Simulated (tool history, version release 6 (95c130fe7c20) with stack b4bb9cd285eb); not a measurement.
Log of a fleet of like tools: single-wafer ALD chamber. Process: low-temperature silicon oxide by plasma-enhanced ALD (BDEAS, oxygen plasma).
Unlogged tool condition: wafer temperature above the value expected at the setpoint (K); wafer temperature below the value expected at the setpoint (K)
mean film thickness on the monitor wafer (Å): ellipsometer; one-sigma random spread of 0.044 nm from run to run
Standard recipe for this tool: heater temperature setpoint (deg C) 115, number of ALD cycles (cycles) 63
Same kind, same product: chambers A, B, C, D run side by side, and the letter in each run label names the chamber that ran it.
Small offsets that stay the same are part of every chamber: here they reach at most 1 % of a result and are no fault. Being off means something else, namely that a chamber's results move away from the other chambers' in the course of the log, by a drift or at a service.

| run | hour | heater temperature setpoint (deg C) | number of ALD cycles (cycles) | hours since the last thermocouple change | read-back reference wafer on the same gauge, thickness_nm | mean film thickness on the monitor wafer (Å) |
|---|---|---|---|---|---|---|
| 1C | 11.9 | 115 | 63 | 1495.2 | 9.2354 | 87.675 |
| 2A | 24 | 115 | 63 | 2355.1 | 9.2208 | 87.169 |
| 3B | 36.1 | 115 | 63 | 947.5 | 9.2174 | 86.684 |
| 4D | 46.6 | 115 | 63 | 2230.2 | 9.2165 | 87.545 |
|  | 60 | chamber D: thermocouple changed; heater temperature recalibrated |
| 5A | 60 | 124 | 58 | 2391.1 | 9.2295 | 79.675 |
| 6B | 73.5 | 124 | 58 | 984.9 | 9.2155 | 79.198 |
| 7C | 86.2 | 124 | 58 | 1569.5 | 9.2185 | 79.341 |
| 8D | 95.5 | 124 | 58 | 35.6 | 9.2107 | 79.118 |
| 9A | 108.2 | 115 | 63 | 2439.3 | 9.2303 | 88.136 |
| 10B | 119 | 115 | 63 | 1030.4 | 9.222 | 86.752 |
| 11D | 126.7 | 115 | 63 | 66.8 | 9.2242 | 88.165 |
| 12C | 134.7 | 115 | 63 | 1618 | 9.2226 | 87.537 |
| 13A | 147.9 | 115 | 63 | 2479 | 9.2239 | 88.279 |
| 14B | 154.8 | 115 | 63 | 1066.2 | 9.2226 | 86.942 |
| 15C | 161.4 | 115 | 63 | 1644.7 | 9.2183 | 87.255 |
| 16D | 170.9 | 121 | 69 | 111 | 9.2263 | 95.038 |
| 17D | 177.2 | 121 | 69 | 117.3 | 9.218 | 96.034 |
| 18C | 185.3 | 121 | 69 | 1668.6 | 9.2073 | 94.494 |
| 19A | 195 | 121 | 69 | 2526.1 | 9.1994 | 94.959 |
| 20B | 206.7 | 115 | 63 | 1118.1 | 9.221 | 86.796 |
| 21A | 213.2 | 115 | 63 | 2544.3 | 9.2171 | 87.567 |
| 22B | 220 | 115 | 63 | 1131.4 | 9.2111 | 85.953 |
| 23C | 234.3 | 115 | 63 | 1717.6 | 9.239 | 87.781 |
| 24D | 245.2 | 109 | 63 | 185.3 | 9.2244 | 89.155 |
| 25A | 258.7 | 109 | 63 | 2589.8 | 9.2174 | 88.649 |
| 26C | 266.8 | 109 | 63 | 1750.1 | 9.2097 | 88.937 |
| 27D | 274.5 | 109 | 63 | 214.6 | 9.2113 | 88.991 |
| 28B | 280.7 | 115 | 63 | 1192.1 | 9.2188 | 86.881 |
| 29B | 288.6 | 115 | 63 | 1200 | 9.2172 | 86.737 |
| 30A | 302.7 | 115 | 63 | 2633.8 | 9.2213 | 88.083 |
| 31C | 314.5 | 115 | 63 | 1797.8 | 9.2289 | 88.05 |
| 32D | 321.2 | 115 | 63 | 261.3 | 9.2213 | 87.762 |
| 33A | 334.8 | 115 | 63 | 2665.9 | 9.2141 | 87.78 |
| 34C | 348.5 | 115 | 63 | 1831.8 | 9.2208 | 87.294 |
| 35D | 355.4 | 115 | 63 | 295.5 | 9.2274 | 88.301 |
| 36B | 369.7 | 115 | 63 | 1281.1 | 9.2268 | 86.539 |
| 37D | 382.6 | 115 | 63 | 322.7 | 9.2276 | 88.746 |

The same settings go to every chamber for the next run, one line per chamber below. Forecast the results for each:
| 38A | 393 | 115 | 63 |  |  | ? |
| 38B | 393 | 115 | 63 |  |  | ? |
| 38C | 393 | 115 | 63 |  |  | ? |
| 38D | 393 | 115 | 63 |  |  | ? |

| run | mean film thickness on the monitor wafer (Å) |
|---|---|
| 38A | 87.484 |
| 38B | 86.414 |
| 38C | 87.961 |
| 38D | 88.454 |

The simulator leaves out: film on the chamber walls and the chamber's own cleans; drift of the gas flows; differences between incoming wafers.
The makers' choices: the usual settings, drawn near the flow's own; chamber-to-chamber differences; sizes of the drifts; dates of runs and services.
